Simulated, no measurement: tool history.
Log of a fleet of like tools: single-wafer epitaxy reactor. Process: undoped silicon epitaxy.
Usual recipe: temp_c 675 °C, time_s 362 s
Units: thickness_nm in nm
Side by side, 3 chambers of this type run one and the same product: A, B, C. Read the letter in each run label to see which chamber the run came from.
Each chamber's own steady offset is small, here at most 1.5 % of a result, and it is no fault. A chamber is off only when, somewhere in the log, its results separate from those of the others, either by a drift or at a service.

run,hour,temp_c,time_s,"read-back reference wafer on the same gauge, thickness_nm",thickness_nm
1B,5.8,675,362,84.027,101.980
2A,11.7,675,362,84.023,102.720
3C,19.9,675,362,84.068,103.120
4C,26.0,675,362,84.065,103.210
5B,34.6,675,362,84.076,102.030
6A,46.0,675,403,84.112,114.760
7B,51.6,675,403,84.145,113.680
8C,59.3,675,403,84.137,115.130
9A,65.2,675,362,84.153,103.100
10A,75.9,683,425,84.159,142.870
11C,86.1,683,425,84.201,143.360
12B,98.0,683,425,84.222,141.450
13A,106.4,675,362,84.206,103.110
14C,111.9,675,362,84.245,103.500
15B,121.8,675,362,84.279,102.170
16A,132.1,664,422,84.330,95.719
17C,144.5,664,422,84.356,95.697
18B,152.1,664,422,84.367,94.948
19C,161.9,675,362,84.404,103.670
20B,169.2,675,362,84.400,102.100
21A,176.5,675,362,84.422,103.320
22B,188.0,675,362,84.461,102.460
23A,195.9,675,362,84.430,103.490

Is one chamber out of step, is the gauge drifting, or do the chambers differ by no more than their own small offsets? For an off chamber, give its letter and the likeliest cause.

It is the gauge, not a chamber: its drift shows up in every chamber's results at once, and no chamber is off.
Cause: gauge reads high (%) = 0.581.
